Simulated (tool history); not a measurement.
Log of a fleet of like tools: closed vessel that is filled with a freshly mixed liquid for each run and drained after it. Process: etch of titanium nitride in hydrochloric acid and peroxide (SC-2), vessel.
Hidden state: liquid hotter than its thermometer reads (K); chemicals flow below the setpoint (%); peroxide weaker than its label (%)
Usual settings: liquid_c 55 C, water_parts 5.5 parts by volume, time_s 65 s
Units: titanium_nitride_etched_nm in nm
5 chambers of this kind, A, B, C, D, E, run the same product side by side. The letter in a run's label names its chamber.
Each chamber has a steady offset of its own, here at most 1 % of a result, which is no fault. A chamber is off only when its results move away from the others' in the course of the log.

| run | hour | liquid_c | water_parts | time_s | hours since the thermometer was replaced | hours since the chemicals flow meter was replaced | hours since the drum of peroxide was connected | read-back film thickness of the titanium nitride reference wafer, read on the same gauge (nm) | titanium_nitride_etched_nm |
|---|---|---|---|---|---|---|---|---|---|
| 1C | 3 | 55 | 5.5 | 65 | 1032.6 | 1396.5 | 241.3 | 109.96 | 3.9395 |
| 2B | 7.2 | 55 | 5.5 | 65 | 971.9 | 1018.7 | 665.2 | 110.02 | 3.9243 |
| 3D | 10.4 | 55 | 5.5 | 65 | 1310.7 | 25.1 | 1076.2 | 109.99 | 3.803 |
| 4A | 15.9 | 55 | 5.5 | 65 | 313.4 | 1603.8 | 549.1 | 110 | 3.8952 |
| 5E | 20.5 | 55 | 5.5 | 65 | 1997.9 | 56.9 | 973.8 | 110 | 3.8559 |
| 6D | 25.4 | 55 | 5.5 | 65 | 1325.7 | 40.1 | 1091.2 | 109.99 | 3.7982 |
|  | 28.9 | chamber B: chemicals flow meter replaced |
| 7B | 30.1 | 55 | 4 | 65 | 994.8 | 1.3 | 688.1 | 110 | 4.8665 |
| 8E | 33.8 | 55 | 4 | 65 | 2011.2 | 70.2 | 987.1 | 110 | 4.8769 |
| 9C | 36.9 | 55 | 4 | 65 | 1066.5 | 1430.4 | 275.2 | 110.01 | 4.8735 |
| 10A | 42.8 | 55 | 4 | 65 | 340.3 | 1630.7 | 576 | 109.98 | 4.7896 |
| 11D | 48.5 | 55 | 4 | 65 | 1348.8 | 63.2 | 1114.3 | 109.98 | 4.7474 |
| 12A | 53.8 | 55 | 5.5 | 65 | 351.3 | 1641.7 | 587 | 109.98 | 3.8298 |
| 13B | 56.9 | 55 | 5.5 | 65 | 1021.6 | 28.1 | 714.9 | 110 | 3.8721 |
| 14E | 59.8 | 55 | 5.5 | 65 | 2037.2 | 96.2 | 1013.1 | 109.97 | 3.9097 |
| 15C | 65 | 55 | 5.5 | 65 | 1094.6 | 1458.5 | 303.3 | 110.01 | 3.8748 |
| 16A | 69.4 | 48.5 | 5.5 | 65 | 366.9 | 1657.3 | 602.6 | 110.05 | 2.5 |
| 17C | 72.1 | 48.5 | 5.5 | 65 | 1101.7 | 1465.6 | 310.4 | 110 | 2.5052 |
| 18E | 76.4 | 48.5 | 5.5 | 65 | 2053.8 | 112.8 | 1029.7 | 110.03 | 2.5441 |
| 19B | 81.1 | 48.5 | 5.5 | 65 | 1045.8 | 52.3 | 739.1 | 109.97 | 2.5624 |
| 20D | 85 | 48.5 | 5.5 | 65 | 1385.3 | 99.7 | 1150.8 | 109.99 | 2.4881 |
| 21D | 90.6 | 62.5 | 5.5 | 35 | 1390.9 | 105.3 | 1156.4 | 109.99 | 3.3519 |
| 22E | 94.7 | 62.5 | 5.5 | 35 | 2072.1 | 131.1 | 1048 | 109.97 | 3.3442 |
| 23C | 98 | 62.5 | 5.5 | 35 | 1127.6 | 1491.5 | 336.3 | 109.98 | 3.3612 |
| 24B | 102.4 | 62.5 | 5.5 | 35 | 1067.1 | 73.6 | 760.4 | 109.99 | 3.373 |
| 25A | 107.9 | 62.5 | 5.5 | 35 | 405.4 | 1695.8 | 641.1 | 109.97 | 3.3824 |
|  | 111.6 | chamber A: chemicals flow meter replaced |
| 26D | 113.8 | 55 | 5.5 | 65 | 1414.1 | 128.5 | 1179.6 | 109.99 | 3.8363 |
| 27C | 119.3 | 55 | 5.5 | 65 | 1148.9 | 1512.8 | 357.6 | 110 | 3.919 |
| 28A | 124.2 | 55 | 5.5 | 65 | 421.7 | 12.6 | 657.4 | 109.99 | 3.8478 |
| 29B | 129.8 | 55 | 5.5 | 65 | 1094.5 | 101 | 787.8 | 109.98 | 3.9073 |
| 30E | 135.8 | 55 | 7 | 65 | 2113.2 | 172.2 | 1089.1 | 110 | 3.1914 |
| 31E | 141.6 | 55 | 7 | 65 | 2119 | 178 | 1094.9 | 110.01 | 3.201 |
| 32C | 146.7 | 55 | 7 | 65 | 1176.3 | 1540.2 | 385 | 110 | 3.2358 |
|  | 149.1 | chamber D: new drum of peroxide connected |
| 33D | 149.3 | 55 | 7 | 65 | 1449.6 | 164 | 0.2 | 110.05 | 3.1962 |
| 34A | 154.7 | 55 | 7 | 65 | 452.2 | 43.1 | 687.9 | 110.02 | 3.245 |
| 35B | 159.8 | 55 | 5.5 | 65 | 1124.5 | 131 | 817.8 | 110.02 | 3.8824 |
| 36A | 164.7 | 55 | 5.5 | 65 | 462.2 | 53.1 | 697.9 | 110 | 3.8852 |
|  | 169.7 | chamber B: new drum of peroxide connected |
| 37B | 170.7 | 55 | 5.5 | 65 | 1135.4 | 141.9 | 1 | 110.01 | 3.8957 |
| 38E | 174.9 | 50.5 | 5.5 | 65 | 2152.3 | 211.3 | 1128.2 | 109.99 | 2.8219 |
| 39C | 179.8 | 50.5 | 5.5 | 65 | 1209.4 | 1573.3 | 418.1 | 109.97 | 2.8836 |

What goes on in this fleet: one chamber off, a drifting gauge, or nothing beyond the chambers' own small offsets? Name the chamber and the cause, if any.

Chamber E drifts away from the others.
Cause: peroxide weaker than its label (%) = 4.04.
The log may not tell that from: liquid colder than its thermometer reads (K); chemicals flow below the setpoint (%).

Here are 4 candidates for chamber E's next run, each the usual settings with a change, their results left as question marks. Which one brings its results back in line with what the others give on the usual settings?
In line means no further than this from the other chambers' mean on the usual settings: titanium_nitride_etched_nm 0.09 nm
| 40E-1 | 184.1 | 54 | 5.5 | 65 |  |  |  |  | ? |
| 40E-2 | 184.1 | 55.5 | 5.5 | 65 |  |  |  |  | ? |
| 40E-3 | 184.1 | 54.5 | 5.5 | 65 |  |  |  |  | ? |
| 40E-4 | 184.1 | 55 | 5.5 | 70 |  |  |  |  | ? |

The other chambers' mean on the usual settings: titanium_nitride_etched_nm 3.8766 nm
| run | titanium_nitride_etched_nm |
|---|---|
| 40E-1 | 3.5126 |
| 40E-2 | 3.8685 |
| 40E-3 | 3.6262 |
| 40E-4 | 4.0337 |
40E-2 brings the chamber back in line.
